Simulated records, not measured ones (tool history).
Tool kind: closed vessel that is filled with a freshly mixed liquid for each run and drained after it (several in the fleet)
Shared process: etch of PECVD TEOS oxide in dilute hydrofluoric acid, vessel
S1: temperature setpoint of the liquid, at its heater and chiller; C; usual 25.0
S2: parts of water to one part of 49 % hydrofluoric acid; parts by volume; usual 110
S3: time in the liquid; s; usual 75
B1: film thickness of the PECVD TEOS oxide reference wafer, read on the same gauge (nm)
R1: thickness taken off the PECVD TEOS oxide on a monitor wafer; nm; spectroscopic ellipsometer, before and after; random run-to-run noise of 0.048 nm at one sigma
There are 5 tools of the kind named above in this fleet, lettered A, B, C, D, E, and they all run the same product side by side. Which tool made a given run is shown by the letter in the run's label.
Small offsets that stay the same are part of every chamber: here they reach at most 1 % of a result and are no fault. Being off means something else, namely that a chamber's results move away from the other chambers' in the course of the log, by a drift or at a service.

run 1D hour=5.2 | S1=25.0 S2=110 S3=75 | B1=69.967 | R1=12.3550
run 2E hour=15.2 | S1=25.0 S2=110 S3=75 | B1=70.032 | R1=12.3560
run 3C hour=21.2 | S1=25.0 S2=110 S3=75 | B1=69.975 | R1=12.3590
run 4A hour=30.7 | S1=25.0 S2=110 S3=75 | B1=70.026 | R1=12.2950
run 5B hour=35.6 | S1=21.0 S2=110 S3=75 | B1=69.998 | R1=10.4790
run 6B hour=45.6 | S1=21.0 S2=110 S3=75 | B1=69.994 | R1=10.5940
-- hour=51.3 chamber D: hydrofluoric acid flow meter replaced
run 7A hour=54.3 | S1=21.0 S2=110 S3=75 | B1=69.947 | R1=10.3500
run 8E hour=59.1 | S1=21.0 S2=110 S3=75 | B1=69.991 | R1=10.5390
run 9D hour=67.2 | S1=21.0 S2=110 S3=75 | B1=69.996 | R1=10.5670
run 10C hour=74.5 | S1=25.0 S2=110 S3=75 | B1=70.021 | R1=12.3750
run 11E hour=80.2 | S1=25.0 S2=110 S3=75 | B1=70.042 | R1=12.2630
run 12B hour=86.1 | S1=25.0 S2=130 S3=30 | B1=69.995 | R1=4.0907
run 13C hour=96.3 | S1=25.0 S2=130 S3=30 | B1=70.047 | R1=4.0226
run 14A hour=102.9 | S1=25.0 S2=130 S3=30 | B1=69.982 | R1=4.0514
run 15D hour=109.4 | S1=25.0 S2=130 S3=30 | B1=70.013 | R1=4.0900
run 16B hour=117.2 | S1=25.0 S2=130 S3=30 | B1=69.993 | R1=4.0690
run 17E hour=122.5 | S1=25.0 S2=110 S3=75 | B1=70.008 | R1=12.3050
run 18D hour=131.1 | S1=25.0 S2=110 S3=75 | B1=69.946 | R1=12.3460
run 19C hour=140.7 | S1=25.0 S2=110 S3=75 | B1=70.002 | R1=12.3390
run 20A hour=146.4 | S1=25.0 S2=110 S3=75 | B1=70.003 | R1=12.2530
-- hour=146.6 chamber A: hydrofluoric acid flow meter replaced
run 21A hour=152.9 | S1=25.0 S2=110 S3=75 | B1=69.972 | R1=12.1420
run 22B hour=161.0 | S1=25.0 S2=110 S3=75 | B1=70.031 | R1=12.3550
run 23C hour=169.6 | S1=25.0 S2=110 S3=75 | B1=69.998 | R1=12.3000
run 24D hour=179.0 | S1=25.0 S2=110 S3=75 | B1=70.018 | R1=12.3790
-- hour=180.2 chamber B: thermometer replaced
run 25E hour=186.4 | S1=25.0 S2=110 S3=75 | B1=70.008 | R1=12.2970
-- hour=186.8 chamber E: hydrofluoric acid flow meter replaced
run 26A hour=194.0 | S1=25.0 S2=110 S3=75 | B1=70.018 | R1=12.2930
run 27C hour=202.3 | S1=25.0 S2=110 S3=75 | B1=70.030 | R1=12.2610
run 28B hour=208.5 | S1=25.0 S2=110 S3=75 | B1=69.991 | R1=12.2430
run 29E hour=217.1 | S1=25.0 S2=110 S3=75 | B1=70.012 | R1=12.3380
run 30D hour=226.1 | S1=20.5 S2=110 S3=75 | B1=70.023 | R1=10.3430
run 31D hour=236.5 | S1=20.5 S2=110 S3=75 | B1=69.998 | R1=10.3490
run 32E hour=244.5 | S1=20.5 S2=110 S3=75 | B1=69.997 | R1=10.3510
run 33A hour=253.5 | S1=20.5 S2=110 S3=75 | B1=70.007 | R1=10.1770
-- hour=260.3 chamber A: thermometer replaced
run 34B hour=263.5 | S1=20.5 S2=110 S3=75 | B1=70.021 | R1=10.3670
run 35C hour=268.8 | S1=25.0 S2=110 S3=75 | B1=69.965 | R1=12.2910
run 36E hour=274.5 | S1=25.0 S2=110 S3=75 | B1=70.002 | R1=12.4490
run 37C hour=282.3 | S1=23.0 S2=90 S3=75 | B1=69.988 | R1=14.2690
run 38B hour=289.5 | S1=23.0 S2=90 S3=75 | B1=70.022 | R1=14.3950
run 39D hour=296.1 | S1=23.0 S2=90 S3=75 | B1=69.942 | R1=14.2150
run 40A hour=306.1 | S1=23.0 S2=90 S3=75 | B1=69.979 | R1=14.1020

Does one chamber stand apart from the rest, does the shared gauge drift, or is all well apart from small per-chamber offsets? Give the chamber and the most likely cause, where there is one.

The fleet is healthy, with each chamber sitting at its usual small offset and no drift in the gauge.

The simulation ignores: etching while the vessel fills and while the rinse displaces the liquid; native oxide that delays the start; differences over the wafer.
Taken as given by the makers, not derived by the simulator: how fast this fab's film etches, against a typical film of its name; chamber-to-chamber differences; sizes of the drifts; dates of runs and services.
